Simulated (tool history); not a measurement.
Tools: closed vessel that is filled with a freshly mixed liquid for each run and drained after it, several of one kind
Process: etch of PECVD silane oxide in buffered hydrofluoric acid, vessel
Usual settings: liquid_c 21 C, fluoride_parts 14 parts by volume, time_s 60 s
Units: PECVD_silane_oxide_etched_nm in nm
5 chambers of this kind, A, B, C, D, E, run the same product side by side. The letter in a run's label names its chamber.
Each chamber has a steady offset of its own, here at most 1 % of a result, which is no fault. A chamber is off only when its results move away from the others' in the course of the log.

run,hour,liquid_c,fluoride_parts,time_s,"read-back film thickness of the PECVD silane oxide reference wafer, read on the same gauge (nm)",PECVD_silane_oxide_etched_nm
1B,12.5,21,14,60,130.01,96.781
2A,21,21,14,60,130,98.021
3D,31.6,21,14,60,130.01,96.766
4C,38.5,21,14,60,129.99,96.661
5E,51.3,21,14,60,129.98,96.935
6A,58.3,21,14,60,130,98.019
7C,65.1,21,14,60,130,97.011
8B,76.8,21,14,60,130.01,96.872
9D,88.8,21,14,60,129.98,96.978
10E,98.5,21,14,60,130.01,98.252
11D,107.9,21,14,60,130.01,96.812
12C,116.9,21,14,60,130.01,96.253
13B,124.2,21,14,60,130.01,97.347
# hour 128.1: chamber B: hydrofluoric acid flow meter replaced
14E,134.9,21,14,60,129.99,97.33
15A,144.8,21,14,60,129.99,98.203
16B,154.5,21,14,60,130.01,96.63
17D,169.3,21,14,60,130.01,97.016
18C,180.1,21,14,60,130.01,96.309
19E,188,21,14,60,130,97.83
20A,201.1,21,14,60,130,97.074
21B,211.9,21,14,60,129.99,97.014
22C,224.2,21,14,60,129.99,96.37
# hour 226: chamber B: thermometer replaced
23D,233.8,21,14,60,130,96.336
24E,247.8,21,14,60,130,96.68
# hour 252.4: chamber D: thermometer replaced
25A,256.1,21,14,60,130.01,97.899
26A,267.5,21,14,60,129.99,97.363
27D,278.7,21,14,60,130.01,96.707
28E,285.7,21,14,60,130.02,97.564
29C,295.9,21,14,60,129.99,97.233
30B,309.8,21,14,60,130,96.972
31D,318.6,21,14,60,130.02,97.066
32E,330.6,21,14,60,130,96.873
33C,345.8,21,14,60,130.01,95.893

All 5 chambers run these settings next. Forecast each chamber's results:
34A,356.6,21,14,85,,?
34B,356.6,21,14,85,,?
34C,356.6,21,14,85,,?
34D,356.6,21,14,85,,?
34E,356.6,21,14,85,,?

run,PECVD_silane_oxide_etched_nm
34A,138.74
34B,137.03
34C,136.3
34D,136.5
34E,138.2
